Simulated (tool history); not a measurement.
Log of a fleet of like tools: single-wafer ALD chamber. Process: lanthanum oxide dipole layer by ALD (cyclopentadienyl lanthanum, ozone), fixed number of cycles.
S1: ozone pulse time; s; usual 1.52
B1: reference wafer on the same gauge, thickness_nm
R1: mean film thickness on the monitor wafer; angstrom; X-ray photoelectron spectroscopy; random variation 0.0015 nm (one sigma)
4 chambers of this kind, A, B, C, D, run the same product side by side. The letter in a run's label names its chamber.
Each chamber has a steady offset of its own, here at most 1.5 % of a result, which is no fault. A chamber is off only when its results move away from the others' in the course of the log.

| run | hour | S1 | B1 | R1 |
|---|---|---|---|---|
| 1B | 10.6 | 1.52 | 0.64213 | 5.5688 |
| 2D | 22.8 | 1.52 | 0.64195 | 5.4722 |
| 3A | 32.3 | 1.52 | 0.64205 | 5.4294 |
| 4C | 42.0 | 1.52 | 0.64194 | 5.4840 |
| 5D | 52.6 | 1.52 | 0.64196 | 5.4603 |
| 6B | 62.3 | 1.09 | 0.64246 | 5.1763 |
| 7C | 77.7 | 1.09 | 0.64221 | 5.1223 |
| 8A | 85.9 | 1.09 | 0.64213 | 5.0892 |
| 9B | 99.3 | 1.09 | 0.64194 | 5.1763 |
| 10C | 107.8 | 1.52 | 0.64179 | 5.4890 |
| 11A | 117.0 | 1.52 | 0.64204 | 5.4240 |
|  | 125.4 | chamber C: ozone generator serviced |
| 12D | 130.2 | 1.52 | 0.64202 | 5.5113 |
| 13D | 145.8 | 1.52 | 0.64207 | 5.4674 |
| 14A | 153.2 | 1.52 | 0.64247 | 5.4212 |
| 15B | 160.9 | 2.02 | 0.64252 | 5.7525 |
| 16C | 172.1 | 2.02 | 0.64209 | 5.6695 |
| 17C | 181.9 | 2.02 | 0.64171 | 5.6595 |
|  | 186.8 | chamber D: ozone generator serviced |
| 18A | 191.6 | 2.02 | 0.64154 | 5.6155 |
| 19D | 200.0 | 1.52 | 0.64170 | 5.4912 |
| 20B | 208.1 | 1.52 | 0.64197 | 5.5641 |
| 21A | 217.7 | 1.52 | 0.64203 | 5.4623 |
|  | 220.6 | chamber B: ozone generator serviced |
| 22D | 233.3 | 1.52 | 0.64179 | 5.4682 |
| 23C | 248.1 | 1.52 | 0.64205 | 5.5037 |
| 24B | 259.2 | 1.52 | 0.64158 | 5.5549 |
| 25D | 272.9 | 1.52 | 0.64172 | 5.4647 |
| 26C | 281.8 | 1.52 | 0.64190 | 5.5040 |
| 27A | 293.5 | 1.52 | 0.64206 | 5.4529 |
| 28B | 301.5 | 1.52 | 0.64152 | 5.5431 |
| 29A | 313.3 | 1.52 | 0.64211 | 5.4601 |
| 30D | 320.5 | 1.52 | 0.64212 | 5.4778 |
| 31B | 330.3 | 1.52 | 0.64206 | 5.5432 |
| 32C | 337.8 | 1.52 | 0.64215 | 5.4643 |
| 33B | 347.0 | 1.52 | 0.64226 | 5.5663 |
| 34A | 356.3 | 1.52 | 0.64237 | 5.4367 |
| 35D | 371.8 | 0.99 | 0.64187 | 4.9469 |
| 36C | 380.7 | 0.99 | 0.64221 | 4.9689 |

Is one chamber off against the others, does the gauge drift, or is nothing wrong? If a chamber is off, say which, and what the likeliest cause is.

No chamber stands off beyond its own small offset, and the gauge holds steady.

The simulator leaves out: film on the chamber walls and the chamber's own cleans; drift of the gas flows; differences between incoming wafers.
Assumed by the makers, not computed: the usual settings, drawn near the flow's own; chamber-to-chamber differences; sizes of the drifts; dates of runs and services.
